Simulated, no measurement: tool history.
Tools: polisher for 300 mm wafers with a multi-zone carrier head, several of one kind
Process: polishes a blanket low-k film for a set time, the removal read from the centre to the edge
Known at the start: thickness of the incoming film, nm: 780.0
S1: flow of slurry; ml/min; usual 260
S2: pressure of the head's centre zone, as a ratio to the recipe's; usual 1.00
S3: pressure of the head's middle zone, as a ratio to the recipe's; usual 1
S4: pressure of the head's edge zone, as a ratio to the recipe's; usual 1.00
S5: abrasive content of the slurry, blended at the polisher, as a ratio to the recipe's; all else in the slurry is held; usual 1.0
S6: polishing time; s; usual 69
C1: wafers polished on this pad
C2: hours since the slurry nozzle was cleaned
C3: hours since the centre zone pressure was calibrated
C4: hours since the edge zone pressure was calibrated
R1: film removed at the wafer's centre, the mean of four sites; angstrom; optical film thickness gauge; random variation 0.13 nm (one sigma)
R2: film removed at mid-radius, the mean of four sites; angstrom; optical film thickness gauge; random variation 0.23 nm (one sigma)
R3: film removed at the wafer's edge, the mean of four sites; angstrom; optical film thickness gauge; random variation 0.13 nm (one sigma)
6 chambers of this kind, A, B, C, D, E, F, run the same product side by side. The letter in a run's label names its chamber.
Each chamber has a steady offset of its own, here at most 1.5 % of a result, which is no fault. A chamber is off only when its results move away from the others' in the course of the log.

{"run": "1C", "hour": 6.0, "S1": 260, "S2": 1.0, "S3": 1, "S4": 1.0, "S5": 1.0, "S6": 69, "C1": 535, "C2": 268.6, "C3": 151.9, "C4": 454.0, "R1": 182.06, "R2": 181.34, "R3": 183.94}
{"run": "2E", "hour": 12.5, "S1": 260, "S2": 1.0, "S3": 1, "S4": 1.0, "S5": 1.0, "S6": 69, "C1": 919, "C2": 101.1, "C3": 868.9, "C4": 13.7, "R1": 184.53, "R2": 184.03, "R3": 181.34}
{"run": "3D", "hour": 20.3, "S1": 260, "S2": 1.0, "S3": 1, "S4": 1.0, "S5": 1.0, "S6": 69, "C1": 663, "C2": 279.8, "C3": 144.7, "C4": 880.7, "R1": 181.92, "R2": 183.83, "R3": 181.56}
{"hour": 26.2, "done": "chamber D: slurry nozzle cleaned"}
{"hour": 27.6, "done": "chamber F: worn pad replaced by a new one"}
{"run": "4B", "hour": 30.2, "S1": 260, "S2": 1.0, "S3": 1, "S4": 1.0, "S5": 1.0, "S6": 69, "C1": 394, "C2": 408.4, "C3": 1079.4, "C4": 291.5, "R1": 179.55, "R2": 180.18, "R3": 180.82}
{"run": "5A", "hour": 36.9, "S1": 260, "S2": 1.0, "S3": 1, "S4": 1.0, "S5": 1.0, "S6": 69, "C1": 366, "C2": 338.4, "C3": 701.4, "C4": 1214.6, "R1": 183.24, "R2": 184.55, "R3": 184.65}
{"hour": 44.4, "done": "chamber B: centre zone pressure recalibrated"}
{"run": "6F", "hour": 48.7, "S1": 260, "S2": 1.0, "S3": 1, "S4": 1.0, "S5": 1.0, "S6": 69, "C1": 194, "C2": 573.4, "C3": 1046.5, "C4": 156.3, "R1": 182.56, "R2": 185.41, "R3": 184.51}
{"hour": 52.8, "done": "chamber E: worn pad replaced by a new one"}
{"run": "7E", "hour": 60.1, "S1": 260, "S2": 1.0, "S3": 1, "S4": 1.0, "S5": 1.0, "S6": 69, "C1": 67, "C2": 148.7, "C3": 916.5, "C4": 61.3, "R1": 183.13, "R2": 180.13, "R3": 184.93}
{"run": "8F", "hour": 69.4, "S1": 260, "S2": 1.0, "S3": 1, "S4": 1.0, "S5": 1.0, "S6": 69, "C1": 384, "C2": 594.1, "C3": 1067.2, "C4": 177.0, "R1": 181.64, "R2": 185.29, "R3": 181.7}
{"hour": 72.9, "done": "chamber B: worn pad replaced by a new one"}
{"run": "9C", "hour": 79.3, "S1": 260, "S2": 1.0, "S3": 1, "S4": 1.0, "S5": 1.0, "S6": 69, "C1": 1210, "C2": 341.9, "C3": 225.2, "C4": 527.3, "R1": 181.9, "R2": 184.15, "R3": 183.51}
{"hour": 79.5, "done": "chamber D: worn pad replaced by a new one"}
{"hour": 85.3, "done": "chamber B: edge zone pressure recalibrated"}
{"run": "10D", "hour": 85.8, "S1": 260, "S2": 1.0, "S3": 1, "S4": 1.0, "S5": 0.7, "S6": 69, "C1": 58, "C2": 59.7, "C3": 210.2, "C4": 946.2, "R1": 152.77, "R2": 149.13, "R3": 152.44}
{"hour": 89.3, "done": "chamber A: edge zone pressure recalibrated"}
{"run": "11A", "hour": 92.7, "S1": 260, "S2": 1.0, "S3": 1, "S4": 1.0, "S5": 0.7, "S6": 69, "C1": 880, "C2": 394.2, "C3": 757.2, "C4": 3.5, "R1": 152.1, "R2": 151.34, "R3": 154.44}
{"hour": 96.2, "done": "chamber B: slurry nozzle cleaned"}
{"run": "12B", "hour": 102.7, "S1": 260, "S2": 1.0, "S3": 1, "S4": 1.0, "S5": 0.7, "S6": 69, "C1": 274, "C2": 6.5, "C3": 58.4, "C4": 17.4, "R1": 151.63, "R2": 151.32, "R3": 151.95}
{"hour": 104.8, "done": "chamber F: worn pad replaced by a new one"}
{"run": "13D", "hour": 112.2, "S1": 260, "S2": 1.0, "S3": 1, "S4": 1.0, "S5": 0.7, "S6": 69, "C1": 301, "C2": 86.1, "C3": 236.6, "C4": 972.6, "R1": 154.5, "R2": 151.31, "R3": 151.65}
{"run": "14B", "hour": 119.9, "S1": 260, "S2": 1.0, "S3": 1, "S4": 1.0, "S5": 0.7, "S6": 69, "C1": 433, "C2": 23.7, "C3": 75.6, "C4": 34.6, "R1": 152.36, "R2": 148.27, "R3": 152.38}
{"hour": 126.1, "done": "chamber A: worn pad replaced by a new one"}
{"run": "15E", "hour": 127.9, "S1": 260, "S2": 1.0, "S3": 1, "S4": 1.0, "S5": 0.7, "S6": 69, "C1": 691, "C2": 216.5, "C3": 984.3, "C4": 129.1, "R1": 154.67, "R2": 152.34, "R3": 153.19}
{"run": "16C", "hour": 138.3, "S1": 260, "S2": 1.0, "S3": 1, "S4": 1.0, "S5": 1.0, "S6": 69, "C1": 1754, "C2": 400.9, "C3": 284.2, "C4": 586.3, "R1": 179.44, "R2": 181.48, "R3": 181.96}
{"run": "17A", "hour": 146.9, "S1": 260, "S2": 1.0, "S3": 1, "S4": 1.0, "S5": 1.0, "S6": 69, "C1": 191, "C2": 448.4, "C3": 811.4, "C4": 57.7, "R1": 181.99, "R2": 177.08, "R3": 185.66}
{"run": "18F", "hour": 153.6, "S1": 260, "S2": 1.0, "S3": 1, "S4": 1.0, "S5": 1.0, "S6": 69, "C1": 449, "C2": 678.3, "C3": 1151.4, "C4": 261.2, "R1": 183.36, "R2": 183.76, "R3": 181.75}
{"run": "19F", "hour": 160.6, "S1": 260, "S2": 1.0, "S3": 1, "S4": 1.0, "S5": 1.0, "S6": 69, "C1": 513, "C2": 685.3, "C3": 1158.4, "C4": 268.2, "R1": 181.02, "R2": 178.35, "R3": 182.74}
{"run": "20A", "hour": 170.0, "S1": 260, "S2": 0.96, "S3": 1, "S4": 1.05, "S5": 1.0, "S6": 69, "C1": 404, "C2": 471.5, "C3": 834.5, "C4": 80.8, "R1": 175.4, "R2": 184.21, "R3": 187.33}
{"hour": 171.3, "done": "chamber B: worn pad replaced by a new one"}
{"hour": 174.4, "done": "chamber F: worn pad replaced by a new one"}
{"run": "21D", "hour": 175.6, "S1": 260, "S2": 0.96, "S3": 1, "S4": 1.05, "S5": 1.0, "S6": 69, "C1": 885, "C2": 149.5, "C3": 300.0, "C4": 1036.0, "R1": 174.03, "R2": 180.49, "R3": 187.19}
{"run": "22C", "hour": 186.4, "S1": 260, "S2": 0.96, "S3": 1, "S4": 1.05, "S5": 1.0, "S6": 69, "C1": 2197, "C2": 449.0, "C3": 332.3, "C4": 634.4, "R1": 169.3, "R2": 177.35, "R3": 184.76}
{"hour": 188.3, "done": "chamber E: worn pad replaced by a new one"}
{"hour": 194.1, "done": "chamber A: centre zone pressure recalibrated"}
{"run": "23E", "hour": 197.1, "S1": 260, "S2": 0.96, "S3": 1, "S4": 1.05, "S5": 1.0, "S6": 69, "C1": 81, "C2": 285.7, "C3": 1053.5, "C4": 198.3, "R1": 174.82, "R2": 186.21, "R3": 188.68}
{"run": "24B", "hour": 204.4, "S1": 260, "S2": 0.96, "S3": 1, "S4": 1.05, "S5": 1.0, "S6": 69, "C1": 305, "C2": 108.2, "C3": 160.1, "C4": 119.1, "R1": 174.11, "R2": 175.03, "R3": 186.97}
{"hour": 206.6, "done": "chamber D: worn pad replaced by a new one"}
{"hour": 207.2, "done": "chamber E: slurry nozzle cleaned"}
{"run": "25C", "hour": 216.4, "S1": 260, "S2": 0.96, "S3": 1, "S4": 1.05, "S5": 1.0, "S6": 69, "C1": 2473, "C2": 479.0, "C3": 362.3, "C4": 664.4, "R1": 169.18, "R2": 178.36, "R3": 186.42}
{"hour": 225.4, "done": "chamber C: edge zone pressure recalibrated"}
{"run": "26F", "hour": 226.3, "S1": 260, "S2": 1.0, "S3": 1, "S4": 1.0, "S5": 1.0, "S6": 69, "C1": 478, "C2": 751.0, "C3": 1224.1, "C4": 333.9, "R1": 182.12, "R2": 179.18, "R3": 179.8}
{"hour": 229.1, "done": "chamber A: worn pad replaced by a new one"}
{"run": "27A", "hour": 233.3, "S1": 260, "S2": 1.0, "S3": 1, "S4": 1.0, "S5": 1.0, "S6": 69, "C1": 39, "C2": 534.8, "C3": 39.3, "C4": 144.1, "R1": 182.49, "R2": 181.92, "R3": 182.88}
{"run": "28E", "hour": 240.9, "S1": 260, "S2": 1.0, "S3": 1, "S4": 1.0, "S5": 1.0, "S6": 69, "C1": 484, "C2": 33.7, "C3": 1097.3, "C4": 242.1, "R1": 183.52, "R2": 180.82, "R3": 184.03}
{"hour": 244.3, "done": "chamber F: worn pad replaced by a new one"}
{"run": "29B", "hour": 252.2, "S1": 260, "S2": 1.0, "S3": 1, "S4": 1.0, "S5": 1.0, "S6": 69, "C1": 745, "C2": 156.0, "C3": 207.9, "C4": 166.9, "R1": 179.92, "R2": 182.15, "R3": 181.58}
{"run": "30D", "hour": 259.5, "S1": 260, "S2": 1.0, "S3": 1, "S4": 1.0, "S5": 1.0, "S6": 69, "C1": 487, "C2": 233.4, "C3": 383.9, "C4": 1119.9, "R1": 185.95, "R2": 181.56, "R3": 184.82}
{"run": "31C", "hour": 268.6, "S1": 260, "S2": 1.0, "S3": 1, "S4": 1.0, "S5": 1.0, "S6": 69, "C1": 2954, "C2": 531.2, "C3": 414.5, "C4": 43.3, "R1": 175.82, "R2": 177.02, "R3": 180.24}
{"hour": 276.1, "done": "chamber B: worn pad replaced by a new one"}
{"run": "32F", "hour": 277.8, "S1": 205, "S2": 1.0, "S3": 1, "S4": 1.0, "S5": 1.0, "S6": 69, "C1": 309, "C2": 802.5, "C3": 1275.6, "C4": 385.4, "R1": 177.63, "R2": 177.49, "R3": 179.31}
{"hour": 278.9, "done": "chamber D: centre zone pressure recalibrated"}
{"run": "33D", "hour": 283.9, "S1": 205, "S2": 1.0, "S3": 1, "S4": 1.0, "S5": 1.0, "S6": 69, "C1": 712, "C2": 257.8, "C3": 5.1, "C4": 1144.3, "R1": 177.85, "R2": 177.71, "R3": 179.86}
{"run": "34E", "hour": 293.2, "S1": 205, "S2": 1.0, "S3": 1, "S4": 1.0, "S5": 1.0, "S6": 69, "C1": 966, "C2": 86.0, "C3": 1149.6, "C4": 294.4, "R1": 178.8, "R2": 173.96, "R3": 180.32}
{"run": "35B", "hour": 303.3, "S1": 205, "S2": 1.0, "S3": 1, "S4": 1.0, "S5": 1.0, "S6": 69, "C1": 250, "C2": 207.1, "C3": 259.0, "C4": 218.0, "R1": 174.57, "R2": 176.35, "R3": 180.19}
{"run": "36A", "hour": 312.2, "S1": 205, "S2": 1.0, "S3": 1, "S4": 1.0, "S5": 1.0, "S6": 69, "C1": 766, "C2": 613.7, "C3": 118.2, "C4": 223.0, "R1": 177.24, "R2": 173.75, "R3": 176.83}
{"hour": 320.2, "done": "chamber F: worn pad replaced by a new one"}
{"run": "37A", "hour": 321.4, "S1": 205, "S2": 1.0, "S3": 1, "S4": 1.0, "S5": 1.0, "S6": 69, "C1": 850, "C2": 622.9, "C3": 127.4, "C4": 232.2, "R1": 176.68, "R2": 177.6, "R3": 180.67}
{"run": "38F", "hour": 327.6, "S1": 260, "S2": 1.0, "S3": 1, "S4": 1.0, "S5": 1.0, "S6": 69, "C1": 69, "C2": 852.3, "C3": 1325.4, "C4": 435.2, "R1": 180.62, "R2": 181.38, "R3": 181.52}
{"run": "39B", "hour": 338.7, "S1": 260, "S2": 1.0, "S3": 1, "S4": 1.0, "S5": 1.0, "S6": 69, "C1": 576, "C2": 242.5, "C3": 294.4, "C4": 253.4, "R1": 182.6, "R2": 184.43, "R3": 182.43}

Is one chamber off against the others, does the gauge drift, or is nothing wrong? If a chamber is off, say which, and what the likeliest cause is.

Chamber C drifts away from the others.
Cause: removal rate lost through wear of the pad, % = 4.29.
The log may not tell that from: slurry flow missing at the pad, %.

Here are 4 candidates for chamber C's next run, each the usual settings with a change, their results left as question marks. Which one brings its results back in line with what the others give on the usual settings?
In line means no further than this from the other chambers' mean on the usual settings: R1 4.50 angstrom; R2 8.00 angstrom; R3 4.70 angstrom
{"run": "40C-1", "hour": 347.3, "S1": 265, "S2": 1.02, "S3": 1.0, "S4": 0.99, "S5": 1.0, "S6": 74, "R1": "?", "R2": "?", "R3": "?"}
{"run": "40C-2", "hour": 347.3, "S1": 260, "S2": 1.01, "S3": 1.01, "S4": 0.99, "S5": 1.0, "S6": 72, "R1": "?", "R2": "?", "R3": "?"}
{"run": "40C-3", "hour": 347.3, "S1": 260, "S2": 0.99, "S3": 0.99, "S4": 1.01, "S5": 1.0, "S6": 66, "R1": "?", "R2": "?", "R3": "?"}
{"run": "40C-4", "hour": 347.3, "S1": 255, "S2": 0.98, "S3": 0.99, "S4": 1.01, "S5": 1.0, "S6": 64, "R1": "?", "R2": "?", "R3": "?"}

The other chambers' mean on the usual settings: R1 182.71 angstrom; R2 181.95 angstrom; R3 182.70 angstrom
run=40C-1 R1=190.43 R2=187.50 R3=187.38
run=40C-2 R1=182.88 R2=183.71 R3=181.99
run=40C-3 R1=164.00 R2=165.38 R3=168.66
run=40C-4 R1=156.89 R2=160.03 R3=163.28
40C-2 brings the chamber back in line.
